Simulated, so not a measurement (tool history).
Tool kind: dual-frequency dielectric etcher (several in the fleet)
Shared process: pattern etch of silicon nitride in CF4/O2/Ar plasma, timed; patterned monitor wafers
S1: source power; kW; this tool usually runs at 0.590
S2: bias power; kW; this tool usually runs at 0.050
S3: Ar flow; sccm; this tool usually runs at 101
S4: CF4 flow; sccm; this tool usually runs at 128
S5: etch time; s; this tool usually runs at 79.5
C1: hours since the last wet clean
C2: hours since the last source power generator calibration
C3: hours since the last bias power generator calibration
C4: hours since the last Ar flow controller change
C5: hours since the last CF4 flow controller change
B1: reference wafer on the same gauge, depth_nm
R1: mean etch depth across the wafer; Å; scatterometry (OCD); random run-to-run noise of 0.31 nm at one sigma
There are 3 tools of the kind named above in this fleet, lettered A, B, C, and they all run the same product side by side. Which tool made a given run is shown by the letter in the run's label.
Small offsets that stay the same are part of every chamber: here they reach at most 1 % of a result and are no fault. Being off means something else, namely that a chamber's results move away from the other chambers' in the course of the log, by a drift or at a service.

{"run": "1A", "hour": 7.2, "S1": 0.59, "S2": 0.05, "S3": 101, "S4": 128, "S5": 79.5, "C1": 15.2, "C2": 177.2, "C3": 618.8, "C4": 2512.3, "C5": 1326.7, "B1": 163.0, "R1": 1782.4}
{"run": "2C", "hour": 12.5, "S1": 0.59, "S2": 0.05, "S3": 101, "S4": 128, "S5": 79.5, "C1": 277.2, "C2": 1873.1, "C3": 1585.0, "C4": 3000.5, "C5": 1870.9, "B1": 162.96, "R1": 1780.6}
{"run": "3B", "hour": 23.0, "S1": 0.59, "S2": 0.05, "S3": 101, "S4": 128, "S5": 79.5, "C1": 473.3, "C2": 339.2, "C3": 2334.0, "C4": 4691.3, "C5": 461.9, "B1": 162.85, "R1": 1786.2}
{"run": "4B", "hour": 29.7, "S1": 0.59, "S2": 0.05, "S3": 101, "S4": 128, "S5": 79.5, "C1": 480.0, "C2": 345.9, "C3": 2340.7, "C4": 4698.0, "C5": 468.6, "B1": 162.79, "R1": 1780.0}
{"run": "5A", "hour": 35.0, "S1": 0.59, "S2": 0.059, "S3": 101, "S4": 128, "S5": 79.5, "C1": 43.0, "C2": 205.0, "C3": 646.6, "C4": 2540.1, "C5": 1354.5, "B1": 162.82, "R1": 1895.7}
{"hour": 39.6, "done": "chamber B: wet clean of the chamber"}
{"run": "6C", "hour": 45.0, "S1": 0.59, "S2": 0.059, "S3": 101, "S4": 128, "S5": 79.5, "C1": 309.7, "C2": 1905.6, "C3": 1617.5, "C4": 3033.0, "C5": 1903.4, "B1": 162.74, "R1": 1889.8}
{"run": "7B", "hour": 55.1, "S1": 0.59, "S2": 0.059, "S3": 101, "S4": 128, "S5": 79.5, "C1": 15.5, "C2": 371.3, "C3": 2366.1, "C4": 4723.4, "C5": 494.0, "B1": 162.71, "R1": 1891.2}
{"run": "8C", "hour": 63.3, "S1": 0.59, "S2": 0.05, "S3": 101, "S4": 128, "S5": 79.5, "C1": 328.0, "C2": 1923.9, "C3": 1635.8, "C4": 3051.3, "C5": 1921.7, "B1": 162.67, "R1": 1780.8}
{"run": "9A", "hour": 69.7, "S1": 0.59, "S2": 0.05, "S3": 101, "S4": 128, "S5": 79.5, "C1": 77.7, "C2": 239.7, "C3": 681.3, "C4": 2574.8, "C5": 1389.2, "B1": 162.62, "R1": 1784.6}
{"run": "10C", "hour": 77.5, "S1": 0.59, "S2": 0.05, "S3": 101, "S4": 128, "S5": 79.5, "C1": 342.2, "C2": 1938.1, "C3": 1650.0, "C4": 3065.5, "C5": 1935.9, "B1": 162.58, "R1": 1777.1}
{"run": "11A", "hour": 85.0, "S1": 0.53, "S2": 0.05, "S3": 101, "S4": 128, "S5": 79.5, "C1": 93.0, "C2": 255.0, "C3": 696.6, "C4": 2590.1, "C5": 1404.5, "B1": 162.58, "R1": 1619.7}
{"run": "12B", "hour": 94.2, "S1": 0.53, "S2": 0.05, "S3": 101, "S4": 128, "S5": 79.5, "C1": 54.6, "C2": 410.4, "C3": 2405.2, "C4": 4762.5, "C5": 533.1, "B1": 162.52, "R1": 1620.8}
{"run": "13B", "hour": 100.2, "S1": 0.53, "S2": 0.05, "S3": 101, "S4": 128, "S5": 79.5, "C1": 60.6, "C2": 416.4, "C3": 2411.2, "C4": 4768.5, "C5": 539.1, "B1": 162.53, "R1": 1617.7}
{"run": "14A", "hour": 110.5, "S1": 0.59, "S2": 0.05, "S3": 101, "S4": 128, "S5": 79.5, "C1": 118.5, "C2": 280.5, "C3": 722.1, "C4": 2615.6, "C5": 1430.0, "B1": 162.47, "R1": 1777.0}
{"run": "15C", "hour": 119.5, "S1": 0.59, "S2": 0.05, "S3": 101, "S4": 128, "S5": 79.5, "C1": 384.2, "C2": 1980.1, "C3": 1692.0, "C4": 3107.5, "C5": 1977.9, "B1": 162.43, "R1": 1779.0}
{"run": "16A", "hour": 124.5, "S1": 0.5, "S2": 0.05, "S3": 101, "S4": 118, "S5": 79.5, "C1": 132.5, "C2": 294.5, "C3": 736.1, "C4": 2629.6, "C5": 1444.0, "B1": 162.41, "R1": 1522.6}
{"run": "17C", "hour": 131.1, "S1": 0.5, "S2": 0.05, "S3": 101, "S4": 118, "S5": 79.5, "C1": 395.8, "C2": 1991.7, "C3": 1703.6, "C4": 3119.1, "C5": 1989.5, "B1": 162.35, "R1": 1518.2}
{"hour": 140.4, "done": "chamber A: Ar flow controller replaced"}
{"run": "18B", "hour": 140.5, "S1": 0.5, "S2": 0.05, "S3": 101, "S4": 118, "S5": 79.5, "C1": 100.9, "C2": 456.7, "C3": 2451.5, "C4": 4808.8, "C5": 579.4, "B1": 162.34, "R1": 1515.6}
{"hour": 144.6, "done": "chamber C: wet clean of the chamber"}
{"run": "19B", "hour": 150.9, "S1": 0.59, "S2": 0.05, "S3": 101, "S4": 128, "S5": 79.5, "C1": 111.3, "C2": 467.1, "C3": 2461.9, "C4": 4819.2, "C5": 589.8, "B1": 162.27, "R1": 1772.1}
{"run": "20C", "hour": 157.2, "S1": 0.59, "S2": 0.05, "S3": 101, "S4": 128, "S5": 79.5, "C1": 12.7, "C2": 2017.8, "C3": 1729.7, "C4": 3145.2, "C5": 2015.6, "B1": 162.24, "R1": 1773.4}
{"run": "21A", "hour": 164.4, "S1": 0.59, "S2": 0.05, "S3": 101, "S4": 128, "S5": 79.5, "C1": 172.4, "C2": 334.4, "C3": 776.0, "C4": 24.0, "C5": 1483.9, "B1": 162.17, "R1": 1777.3}
{"run": "22C", "hour": 169.7, "S1": 0.59, "S2": 0.05, "S3": 101, "S4": 128, "S5": 79.5, "C1": 25.2, "C2": 2030.3, "C3": 1742.2, "C4": 3157.7, "C5": 2028.1, "B1": 162.21, "R1": 1775.8}
{"run": "23A", "hour": 175.0, "S1": 0.59, "S2": 0.05, "S3": 101, "S4": 128, "S5": 79.5, "C1": 183.0, "C2": 345.0, "C3": 786.6, "C4": 34.6, "C5": 1494.5, "B1": 162.11, "R1": 1782.5}
{"run": "24B", "hour": 182.8, "S1": 0.59, "S2": 0.05, "S3": 101, "S4": 128, "S5": 79.5, "C1": 143.2, "C2": 499.0, "C3": 2493.8, "C4": 4851.1, "C5": 621.7, "B1": 162.12, "R1": 1775.8}
{"run": "25C", "hour": 191.0, "S1": 0.59, "S2": 0.05, "S3": 101, "S4": 128, "S5": 79.5, "C1": 46.5, "C2": 2051.6, "C3": 1763.5, "C4": 3179.0, "C5": 2049.4, "B1": 162.11, "R1": 1770.9}
{"hour": 196.5, "done": "chamber B: bias power generator calibrated"}
{"run": "26B", "hour": 199.4, "S1": 0.59, "S2": 0.05, "S3": 101, "S4": 128, "S5": 79.5, "C1": 159.8, "C2": 515.6, "C3": 3.0, "C4": 4867.7, "C5": 638.3, "B1": 161.99, "R1": 1771.9}
{"run": "27A", "hour": 209.6, "S1": 0.59, "S2": 0.05, "S3": 101, "S4": 105, "S5": 79.5, "C1": 217.6, "C2": 379.6, "C3": 821.2, "C4": 69.2, "C5": 1529.1, "B1": 161.97, "R1": 1734.9}
{"run": "28A", "hour": 216.6, "S1": 0.59, "S2": 0.05, "S3": 101, "S4": 105, "S5": 79.5, "C1": 224.6, "C2": 386.6, "C3": 828.2, "C4": 76.2, "C5": 1536.1, "B1": 161.96, "R1": 1725.9}
{"run": "29C", "hour": 222.9, "S1": 0.59, "S2": 0.05, "S3": 101, "S4": 105, "S5": 79.5, "C1": 78.4, "C2": 2083.5, "C3": 1795.4, "C4": 3210.9, "C5": 2081.3, "B1": 161.92, "R1": 1732.6}
{"run": "30B", "hour": 231.1, "S1": 0.59, "S2": 0.05, "S3": 101, "S4": 128, "S5": 79.5, "C1": 191.5, "C2": 547.3, "C3": 34.7, "C4": 4899.4, "C5": 670.0, "B1": 161.86, "R1": 1772.7}

For the next run the whole fleet of 3 chambers uses the same settings. Give each chamber's results:
{"run": "31A", "hour": 238.8, "S1": 0.59, "S2": 0.05, "S3": 101, "S4": 128, "S5": 79.5, "R1": "?"}
{"run": "31B", "hour": 238.8, "S1": 0.59, "S2": 0.05, "S3": 101, "S4": 128, "S5": 79.5, "R1": "?"}
{"run": "31C", "hour": 238.8, "S1": 0.59, "S2": 0.05, "S3": 101, "S4": 128, "S5": 79.5, "R1": "?"}

run=31A R1=1774.3
run=31B R1=1770.3
run=31C R1=1769.5

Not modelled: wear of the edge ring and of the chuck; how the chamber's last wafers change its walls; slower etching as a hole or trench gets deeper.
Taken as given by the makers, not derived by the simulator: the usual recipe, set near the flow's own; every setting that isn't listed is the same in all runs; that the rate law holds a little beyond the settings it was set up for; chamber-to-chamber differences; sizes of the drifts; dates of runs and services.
